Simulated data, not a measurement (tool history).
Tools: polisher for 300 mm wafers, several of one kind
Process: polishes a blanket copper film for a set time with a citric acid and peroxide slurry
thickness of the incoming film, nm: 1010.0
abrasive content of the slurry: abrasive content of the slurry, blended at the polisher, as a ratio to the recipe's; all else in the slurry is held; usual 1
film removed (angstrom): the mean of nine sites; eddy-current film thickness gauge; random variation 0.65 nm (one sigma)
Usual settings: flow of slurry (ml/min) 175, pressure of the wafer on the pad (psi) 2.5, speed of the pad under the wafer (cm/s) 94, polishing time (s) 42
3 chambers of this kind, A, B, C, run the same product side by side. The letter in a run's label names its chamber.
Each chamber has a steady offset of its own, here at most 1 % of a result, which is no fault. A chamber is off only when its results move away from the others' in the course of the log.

run	day	flow of slurry (ml/min)	pressure of the wafer on the pad (psi)	speed of the pad under the wafer (cm/s)	abrasive content of the slurry	polishing time (s)	wafers polished on this pad	hours since the slurry nozzle was cleaned	hours since the head pressure was calibrated	hours since the slurry blender was calibrated	film removed (angstrom)
1A	0.288	175	2.5	94	1	42	881	610.4	273	248	731.21
2B	0.533	175	2.5	94	1	42	413	43.6	714	48.2	739.16
3C	0.717	175	2.5	94	1	42	1240	27.3	884.2	134	728.98
# day 0.896: chamber A: worn pad replaced by a new one
4A	1.046	175	2.5	94	1	42	50	628.6	291.2	266.2	723.09
5B	1.246	175	2.5	94	1	42	648	60.7	731.1	65.3	724.93
6C	1.467	175	2.5	94	1	42	1487	45.3	902.2	152	723.54
7B	1.721	175	2.5	94	1	42	804	72.1	742.5	76.7	725.84
# day 1.833: chamber B: worn pad replaced by a new one
8A	2.108	175	2.5	94	1	42	399	654.1	316.7	291.7	734.89
9C	2.488	175	2.5	94	1	42	1823	69.8	926.7	176.5	713.57
10C	2.808	220	2.5	94	1	42	1929	77.5	934.4	184.2	750.27
11A	3.104	220	2.5	94	1	42	727	678	340.6	315.6	746.88
12B	3.329	220	2.5	94	1	42	492	110.7	781.1	115.3	751.24
13A	3.575	175	2.5	94	1	42	882	689.3	351.9	326.9	729.59
14C	3.9	175	2.5	94	1	42	2288	103.7	960.6	210.4	717.9
# day 3.962: chamber A: slurry blender recalibrated
# day 4.071: chamber A: worn pad replaced by a new one
# day 4.167: chamber B: worn pad replaced by a new one
15B	4.254	175	2.5	94	1	42	30	132.9	803.3	137.5	725.31
16B	4.442	175	2.5	94	1	42	91	137.4	807.8	142	721.67
17A	4.621	175	2.5	94	1	42	182	714.4	377	15.9	731.55
18C	4.796	175	2.5	94	1	42	2583	125.2	982.1	231.9	716.17
# day 4.912: chamber C: head pressure recalibrated
19A	5.079	175	2.5	94	1	42	333	725.4	388	26.9	717.69
20B	5.458	210	2.5	94	1	42	426	161.8	832.2	166.4	743.54
# day 5.692: chamber B: slurry blender recalibrated
21C	5.783	210	2.5	94	1	42	2908	148.9	20.9	255.6	709.84
# day 5.871: chamber A: head pressure recalibrated
22A	6.079	210	2.5	94	1	42	662	749.4	5	50.9	741.31
23C	6.262	175	2.5	94	1	42	3066	160.4	32.4	267.1	683.79
24B	6.508	175	2.5	94	1	42	772	187	857.4	19.6	719.31
# day 6.621: chamber B: worn pad replaced by a new one
25B	6.767	175	2.5	94	1	42	48	193.2	863.6	25.8	719.57
26C	7.075	175	2.5	94	1	42	3333	179.9	51.9	286.6	664.31
# day 7.196: chamber A: worn pad replaced by a new one
27A	7.346	175	2.5	94	1	42	50	779.8	35.4	81.3	721.68
28C	7.617	175	2.5	94	1	42	3512	192.9	64.9	299.6	668.97
29A	7.829	175	2.5	94	1	42	209	791.4	47	92.9	726.65
30B	8.054	175	2.5	94	1	42	472	224.1	894.5	56.7	728.02
31A	8.262	175	2.5	94	1	42	352	801.8	57.4	103.3	733.38
32C	8.488	175	2.5	94	1	42	3798	213.8	85.8	320.5	647.84
33B	8.712	175	2.5	94	1	42	689	239.9	910.3	72.5	724.23
# day 8.858: chamber B: worn pad replaced by a new one
34C	9.083	175	2.5	94	1.15	42	3995	228.1	100.1	334.8	675.61
35B	9.338	175	2.5	94	1.15	42	158	254.9	925.3	87.5	752.49
36A	9.55	175	2.5	94	1.15	42	775	832.7	88.3	134.2	747.87
37B	9.888	175	2.5	94	1	42	339	268.1	938.5	100.7	715.93
38A	10.162	175	2.5	124	1	42	977	847.4	103	148.9	959.68

Next, every chamber runs the same settings. What will each give?
39A	10.45	175	2.5	94	1	35					?
39B	10.45	175	2.5	94	1	35					?
39C	10.45	175	2.5	94	1	35					?

run	film removed (angstrom)
39A	607.48
39B	609.22
39C	530.63
